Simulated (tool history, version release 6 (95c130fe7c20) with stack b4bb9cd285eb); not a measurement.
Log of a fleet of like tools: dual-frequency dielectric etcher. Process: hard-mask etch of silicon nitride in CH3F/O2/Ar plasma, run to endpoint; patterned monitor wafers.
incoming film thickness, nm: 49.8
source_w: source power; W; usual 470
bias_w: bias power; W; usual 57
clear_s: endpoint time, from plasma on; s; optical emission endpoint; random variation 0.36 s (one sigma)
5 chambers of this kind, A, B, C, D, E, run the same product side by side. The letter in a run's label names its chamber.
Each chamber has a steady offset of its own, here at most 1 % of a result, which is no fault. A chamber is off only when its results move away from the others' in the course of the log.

{"run": "1D", "hour": 7.6, "source_w": 470, "bias_w": 57, "clear_s": 74.013}
{"run": "2C", "hour": 16.5, "source_w": 470, "bias_w": 57, "clear_s": 72.813}
{"run": "3E", "hour": 24.3, "source_w": 470, "bias_w": 57, "clear_s": 73.374}
{"run": "4B", "hour": 29.3, "source_w": 470, "bias_w": 57, "clear_s": 72.8}
{"run": "5A", "hour": 37.7, "source_w": 470, "bias_w": 57, "clear_s": 74.151}
{"run": "6C", "hour": 44.7, "source_w": 370, "bias_w": 57, "clear_s": 79.787}
{"run": "7D", "hour": 49.8, "source_w": 370, "bias_w": 57, "clear_s": 81.543}
{"run": "8E", "hour": 57.7, "source_w": 370, "bias_w": 57, "clear_s": 80.85}
{"hour": 61.5, "done": "chamber D: wet clean of the chamber"}
{"run": "9B", "hour": 63.6, "source_w": 370, "bias_w": 57, "clear_s": 79.734}
{"run": "10A", "hour": 71.0, "source_w": 370, "bias_w": 57, "clear_s": 80.396}
{"run": "11C", "hour": 76.8, "source_w": 470, "bias_w": 57, "clear_s": 72.534}
{"run": "12A", "hour": 82.1, "source_w": 470, "bias_w": 57, "clear_s": 73.274}
{"run": "13E", "hour": 87.2, "source_w": 470, "bias_w": 57, "clear_s": 73.503}
{"run": "14B", "hour": 91.7, "source_w": 380, "bias_w": 45, "clear_s": 86.042}
{"run": "15D", "hour": 98.6, "source_w": 380, "bias_w": 45, "clear_s": 85.698}
{"run": "16D", "hour": 104.2, "source_w": 380, "bias_w": 45, "clear_s": 86.249}
{"run": "17A", "hour": 110.3, "source_w": 380, "bias_w": 45, "clear_s": 85.643}
{"run": "18E", "hour": 117.1, "source_w": 380, "bias_w": 45, "clear_s": 85.466}
{"hour": 120.1, "done": "chamber E: wet clean of the chamber"}
{"run": "19C", "hour": 125.5, "source_w": 570, "bias_w": 45, "clear_s": 72.601}
{"run": "20B", "hour": 130.0, "source_w": 570, "bias_w": 45, "clear_s": 72.616}
{"run": "21D", "hour": 138.7, "source_w": 570, "bias_w": 45, "clear_s": 73.232}
{"run": "22A", "hour": 145.9, "source_w": 570, "bias_w": 45, "clear_s": 72.618}
{"run": "23B", "hour": 151.6, "source_w": 570, "bias_w": 45, "clear_s": 72.45}
{"run": "24C", "hour": 156.1, "source_w": 470, "bias_w": 62, "clear_s": 70.748}
{"run": "25E", "hour": 163.8, "source_w": 470, "bias_w": 62, "clear_s": 74.487}
{"run": "26B", "hour": 172.8, "source_w": 470, "bias_w": 62, "clear_s": 71.201}
{"run": "27E", "hour": 180.0, "source_w": 470, "bias_w": 62, "clear_s": 74.629}
{"run": "28A", "hour": 188.4, "source_w": 470, "bias_w": 62, "clear_s": 71.523}
{"run": "29C", "hour": 196.5, "source_w": 470, "bias_w": 57, "clear_s": 72.897}
{"run": "30D", "hour": 204.8, "source_w": 540, "bias_w": 57, "clear_s": 70.195}
{"run": "31B", "hour": 213.0, "source_w": 540, "bias_w": 57, "clear_s": 69.1}
{"run": "32A", "hour": 221.5, "source_w": 540, "bias_w": 57, "clear_s": 69.736}
{"run": "33E", "hour": 225.5, "source_w": 540, "bias_w": 57, "clear_s": 72.322}
{"run": "34C", "hour": 233.9, "source_w": 540, "bias_w": 57, "clear_s": 68.93}
{"hour": 237.7, "done": "chamber D: source power generator calibrated"}
{"run": "35D", "hour": 239.7, "source_w": 470, "bias_w": 57, "clear_s": 73.456}
{"run": "36A", "hour": 244.3, "source_w": 470, "bias_w": 57, "clear_s": 73.656}
{"run": "37B", "hour": 251.9, "source_w": 470, "bias_w": 57, "clear_s": 72.666}
{"run": "38C", "hour": 260.2, "source_w": 470, "bias_w": 57, "clear_s": 72.533}

Is one chamber off against the others, does the gauge drift, or is nothing wrong? If a chamber is off, say which, and what the likeliest cause is.

A service left chamber E off against the others.
Cause: etch rate under this chamber's usual, % = 3.97.

Here are 4 candidates for chamber E's next run, each the usual settings with a change, their results left as question marks. Which one brings its results back in line with what the others give on the usual settings?
In line means no further than this from the other chambers' mean on the usual settings: clear_s 1.300 s
{"run": "39E-1", "hour": 266.7, "source_w": 480, "bias_w": 58, "clear_s": "?"}
{"run": "39E-2", "hour": 266.7, "source_w": 500, "bias_w": 60, "clear_s": "?"}
{"run": "39E-3", "hour": 266.7, "source_w": 410, "bias_w": 57, "clear_s": "?"}
{"run": "39E-4", "hour": 266.7, "source_w": 470, "bias_w": 55, "clear_s": "?"}

The other chambers' mean on the usual settings: clear_s 73.247 s
run=39E-1 clear_s=75.698
run=39E-2 clear_s=73.731
run=39E-3 clear_s=80.829
run=39E-4 clear_s=77.595
39E-2 brings the chamber back in line.
